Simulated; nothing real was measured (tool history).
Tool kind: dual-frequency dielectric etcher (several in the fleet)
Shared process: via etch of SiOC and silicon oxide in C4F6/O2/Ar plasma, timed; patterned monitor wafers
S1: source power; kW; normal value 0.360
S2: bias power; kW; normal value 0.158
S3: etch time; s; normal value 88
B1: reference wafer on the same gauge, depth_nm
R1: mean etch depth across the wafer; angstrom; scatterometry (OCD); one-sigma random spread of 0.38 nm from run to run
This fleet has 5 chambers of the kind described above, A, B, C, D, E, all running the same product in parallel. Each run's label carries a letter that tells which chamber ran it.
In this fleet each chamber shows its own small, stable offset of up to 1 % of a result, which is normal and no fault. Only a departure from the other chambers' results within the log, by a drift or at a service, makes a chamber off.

{"hour": 1.7, "done": "chamber C: wet clean of the chamber"}
{"run": "1C", "hour": 5.3, "S1": 0.36, "S2": 0.158, "S3": 88, "B1": 87.883, "R1": 919.21}
{"run": "2E", "hour": 12.0, "S1": 0.36, "S2": 0.158, "S3": 88, "B1": 87.916, "R1": 909.22}
{"run": "3B", "hour": 17.1, "S1": 0.36, "S2": 0.158, "S3": 88, "B1": 87.945, "R1": 913.92}
{"run": "4D", "hour": 23.3, "S1": 0.36, "S2": 0.158, "S3": 88, "B1": 87.824, "R1": 918.54}
{"run": "5A", "hour": 30.3, "S1": 0.43, "S2": 0.181, "S3": 88, "B1": 87.959, "R1": 1017.5}
{"run": "6A", "hour": 36.0, "S1": 0.43, "S2": 0.181, "S3": 88, "B1": 87.955, "R1": 1011.6}
{"run": "7E", "hour": 41.2, "S1": 0.43, "S2": 0.181, "S3": 88, "B1": 87.918, "R1": 1022.0}
{"hour": 43.1, "done": "chamber D: wet clean of the chamber"}
{"run": "8C", "hour": 47.7, "S1": 0.43, "S2": 0.181, "S3": 88, "B1": 87.916, "R1": 1029.6}
{"run": "9D", "hour": 54.7, "S1": 0.43, "S2": 0.181, "S3": 88, "B1": 87.849, "R1": 1028.2}
{"hour": 59.0, "done": "chamber B: wet clean of the chamber"}
{"run": "10B", "hour": 61.0, "S1": 0.36, "S2": 0.158, "S3": 88, "B1": 87.865, "R1": 911.05}
{"run": "11A", "hour": 64.6, "S1": 0.36, "S2": 0.158, "S3": 88, "B1": 87.932, "R1": 913.62}
{"run": "12C", "hour": 71.6, "S1": 0.36, "S2": 0.158, "S3": 88, "B1": 87.886, "R1": 918.73}
{"run": "13D", "hour": 75.6, "S1": 0.36, "S2": 0.158, "S3": 88, "B1": 87.902, "R1": 910.48}
{"run": "14E", "hour": 82.1, "S1": 0.36, "S2": 0.158, "S3": 88, "B1": 87.989, "R1": 911.31}
{"run": "15B", "hour": 86.4, "S1": 0.36, "S2": 0.158, "S3": 88, "B1": 87.954, "R1": 910.22}
{"run": "16D", "hour": 89.8, "S1": 0.36, "S2": 0.158, "S3": 88, "B1": 87.922, "R1": 914.96}
{"run": "17B", "hour": 95.6, "S1": 0.36, "S2": 0.158, "S3": 88, "B1": 87.893, "R1": 910.39}
{"run": "18A", "hour": 101.3, "S1": 0.36, "S2": 0.158, "S3": 88, "B1": 87.869, "R1": 904.26}
{"run": "19E", "hour": 109.1, "S1": 0.36, "S2": 0.158, "S3": 88, "B1": 87.92, "R1": 912.45}
{"run": "20C", "hour": 116.8, "S1": 0.36, "S2": 0.158, "S3": 88, "B1": 87.951, "R1": 919.06}
{"run": "21B", "hour": 120.5, "S1": 0.36, "S2": 0.158, "S3": 88, "B1": 87.948, "R1": 913.44}
{"run": "22D", "hour": 125.0, "S1": 0.36, "S2": 0.158, "S3": 88, "B1": 87.887, "R1": 915.13}
{"run": "23E", "hour": 129.9, "S1": 0.36, "S2": 0.158, "S3": 88, "B1": 87.888, "R1": 904.69}
{"run": "24A", "hour": 135.7, "S1": 0.36, "S2": 0.158, "S3": 88, "B1": 87.993, "R1": 905.78}
{"run": "25C", "hour": 139.5, "S1": 0.36, "S2": 0.158, "S3": 88, "B1": 87.838, "R1": 924.06}
{"run": "26A", "hour": 146.8, "S1": 0.36, "S2": 0.158, "S3": 88, "B1": 87.894, "R1": 908.44}
{"run": "27D", "hour": 151.5, "S1": 0.36, "S2": 0.158, "S3": 88, "B1": 87.942, "R1": 916.2}
{"run": "28E", "hour": 155.6, "S1": 0.36, "S2": 0.158, "S3": 88, "B1": 87.926, "R1": 913.5}
{"run": "29C", "hour": 162.6, "S1": 0.36, "S2": 0.158, "S3": 88, "B1": 87.891, "R1": 914.5}
{"run": "30B", "hour": 169.4, "S1": 0.36, "S2": 0.158, "S3": 88, "B1": 87.986, "R1": 905.85}
{"run": "31D", "hour": 173.1, "S1": 0.36, "S2": 0.158, "S3": 88, "B1": 87.874, "R1": 913.57}
{"run": "32B", "hour": 180.9, "S1": 0.36, "S2": 0.158, "S3": 88, "B1": 87.876, "R1": 910.68}
{"run": "33C", "hour": 187.3, "S1": 0.36, "S2": 0.158, "S3": 88, "B1": 87.855, "R1": 922.15}
{"run": "34E", "hour": 194.3, "S1": 0.36, "S2": 0.158, "S3": 88, "B1": 87.973, "R1": 907.35}
{"run": "35A", "hour": 201.2, "S1": 0.36, "S2": 0.158, "S3": 88, "B1": 87.956, "R1": 908.97}

All 5 chambers run these settings next. Forecast each chamber's results:
{"run": "36A", "hour": 206.8, "S1": 0.36, "S2": 0.158, "S3": 80, "R1": "?"}
{"run": "36B", "hour": 206.8, "S1": 0.36, "S2": 0.158, "S3": 80, "R1": "?"}
{"run": "36C", "hour": 206.8, "S1": 0.36, "S2": 0.158, "S3": 80, "R1": "?"}
{"run": "36D", "hour": 206.8, "S1": 0.36, "S2": 0.158, "S3": 80, "R1": "?"}
{"run": "36E", "hour": 206.8, "S1": 0.36, "S2": 0.158, "S3": 80, "R1": "?"}

run=36A R1=829.71
run=36B R1=832.22
run=36C R1=834.68
run=36D R1=836.00
run=36E R1=831.65
